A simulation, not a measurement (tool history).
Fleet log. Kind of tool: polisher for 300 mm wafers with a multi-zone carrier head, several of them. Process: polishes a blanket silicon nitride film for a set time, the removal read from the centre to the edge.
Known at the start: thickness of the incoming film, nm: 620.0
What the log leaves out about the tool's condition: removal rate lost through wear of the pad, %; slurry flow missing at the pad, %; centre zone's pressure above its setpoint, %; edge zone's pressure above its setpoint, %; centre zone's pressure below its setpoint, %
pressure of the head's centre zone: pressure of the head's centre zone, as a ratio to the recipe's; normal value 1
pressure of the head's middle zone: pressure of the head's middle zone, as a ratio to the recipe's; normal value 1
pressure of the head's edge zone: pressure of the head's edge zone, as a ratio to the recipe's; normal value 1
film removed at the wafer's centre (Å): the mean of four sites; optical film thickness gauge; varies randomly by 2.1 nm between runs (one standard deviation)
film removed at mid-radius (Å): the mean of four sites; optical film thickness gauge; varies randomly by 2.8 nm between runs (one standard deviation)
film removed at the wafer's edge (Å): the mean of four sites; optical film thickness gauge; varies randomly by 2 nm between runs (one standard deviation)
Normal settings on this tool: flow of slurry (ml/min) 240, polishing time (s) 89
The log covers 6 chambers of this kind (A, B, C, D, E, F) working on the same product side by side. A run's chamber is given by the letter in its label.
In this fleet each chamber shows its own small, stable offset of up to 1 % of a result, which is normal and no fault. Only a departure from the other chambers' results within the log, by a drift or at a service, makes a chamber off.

run,hour,flow of slurry (ml/min),pressure of the head's centre zone,pressure of the head's middle zone,pressure of the head's edge zone,polishing time (s),wafers polished on this pad,hours since the slurry nozzle was cleaned,hours since the centre zone pressure was calibrated,hours since the edge zone pressure was calibrated,film removed at the wafer's centre (Å),film removed at mid-radius (Å),film removed at the wafer's edge (Å)
1E,3.5,240,1,1,1,89,109,237,994,571.8,2126.6,2111.4,2113
2D,8.8,240,1,1,1,89,695,650.6,82.8,20.9,2111.1,2151.5,2146.2
3F,12.5,240,1,1,1,89,1320,305.6,186.7,275.5,2134,2145.7,2081.8
# hour 12.9: chamber E: slurry nozzle cleaned
# hour 17.7: chamber F: worn pad replaced by a new one
4A,18.4,240,1,1,1,89,1486,298,822.4,106.6,2099.2,2124.6,2113.4
5B,25.3,240,1,1,1,89,373,405,298.8,652.6,2116.6,2156.8,2165.7
# hour 27.6: chamber A: worn pad replaced by a new one
6C,29.2,270,1,1,1,99,681,134.3,355.5,580.3,2386.2,2376,2394.5
# hour 34.6: chamber D: worn pad replaced by a new one
7E,35,270,1,1,1,99,474,22.1,1025.5,603.3,2412.7,2418.9,2380.5
8A,40.2,270,1,1,1,99,147,319.8,844.2,128.4,2408.2,2393.1,2405.8
# hour 40.7: chamber C: worn pad replaced by a new one
9C,45.1,270,1,1,1,99,51,150.2,371.4,596.2,2399.2,2418.6,2406.3
10D,51.6,270,1,1,1,99,197,693.4,125.6,63.7,2373,2364.8,2360.9
# hour 57.7: chamber E: worn pad replaced by a new one
11F,58.7,270,1,1,1,99,475,351.8,232.9,321.7,2364.7,2379.4,2370
12B,62.3,240,1,1,1,89,802,442,335.8,689.6,2114.4,2101.9,2142.3
13E,69.1,300,0.93,1,1,89,133,56.2,1059.6,637.4,1958,2172.9,2177.3
14C,72.6,300,0.93,1,1,89,370,177.7,398.9,623.7,1994.3,2241.3,2163.7
15B,79.8,300,0.93,1,1,89,1004,459.5,353.3,707.1,2024.6,2211.5,2173.3
# hour 81.6: chamber E: centre zone pressure recalibrated
16A,83.4,300,0.93,1,1,89,648,363,887.4,171.6,2014.8,2182.6,2165.3
17D,90,300,0.93,1,1,89,642,731.8,164,102.1,2026.8,2215.2,2161.1
# hour 92.6: chamber B: worn pad replaced by a new one
18F,95.3,300,0.93,1,1,89,899,388.4,269.5,358.3,1957.4,2186.1,2166.4
19C,101.1,240,1,1,1,89,701,206.2,427.4,652.2,2123.1,2070.3,2154.8
# hour 105.1: chamber C: worn pad replaced by a new one
20A,105.6,240,1,1,1,89,905,385.2,909.6,193.8,2112.9,2152.8,2133.6
# hour 108.3: chamber E: worn pad replaced by a new one
21D,111,240,1,1,1,89,886,752.8,185,123.1,2126.7,2135.7,2121.5
# hour 115.7: chamber F: worn pad replaced by a new one
22F,118.1,240,1,0.95,1,89,28,411.2,292.3,381.1,2029.2,2056.8,2097.5
# hour 119.6: chamber D: worn pad replaced by a new one
23E,123.1,240,1,0.95,1,89,172,110.2,41.5,691.4,2126.8,2047.9,2112
24B,129.8,240,1,0.95,1,89,431,509.5,403.3,757.1,2114.8,2025.7,2145.5
25C,136.2,240,1,0.95,1,89,361,241.3,462.5,687.3,2099.8,2045.5,2138.8
26E,139.9,240,1,0.95,1,89,366,127,58.3,708.2,2126,2025.1,2086.8
27A,143.8,240,1,0.95,1,89,1348,423.4,947.8,232,2139.3,2056.1,2134.8
28F,150,240,1,1,1,89,398,443.1,324.2,413,2000.7,2133.4,2115.4
29D,153.6,240,1,1,1,89,394,795.4,227.6,165.7,2100.4,2145.9,2128.2
30B,159.2,240,0.92,1,1,89,772,538.9,432.7,786.5,1915.6,2114.9,2154.1
# hour 159.4: chamber E: worn pad replaced by a new one
# hour 161.3: chamber A: worn pad replaced by a new one
31B,164.9,240,0.92,1,1,89,838,544.6,438.4,792.2,1946.2,2117.5,2164.3
32E,169.7,240,0.92,1,1,89,119,156.8,88.1,738,1939.8,2131.6,2096.1
# hour 172.5: chamber C: worn pad replaced by a new one
33F,176.6,240,0.92,1,1,89,706,469.7,350.8,439.6,1798.5,2094.7,2094.6
34D,180.1,240,0.92,1,1,89,701,821.9,254.1,192.2,1950.8,2113.4,2154.3
35A,183.8,240,0.92,1,1,89,261,463.4,987.8,272,1949.7,2117.9,2132.6
36C,189.3,240,1,1,1,89,195,294.4,515.6,740.4,2105.3,2137.9,2142.6

Each of the 6 chambers runs these same settings next. Fill in every chamber's results:
37A,194.5,240,0.95,1,1,89,,,,,?,?,?
37B,194.5,240,0.95,1,1,89,,,,,?,?,?
37C,194.5,240,0.95,1,1,89,,,,,?,?,?
37D,194.5,240,0.95,1,1,89,,,,,?,?,?
37E,194.5,240,0.95,1,1,89,,,,,?,?,?
37F,194.5,240,0.95,1,1,89,,,,,?,?,?

run,film removed at the wafer's centre (Å),film removed at mid-radius (Å),film removed at the wafer's edge (Å)
37A,2018.6,2086.4,2149.8
37B,1999.6,2139.3,2135.9
37C,1994.5,2148.8,2151.6
37D,2008.7,2117.5,2115
37E,2026.7,2111.6,2133.2
37F,1830.5,2184.5,2130.2
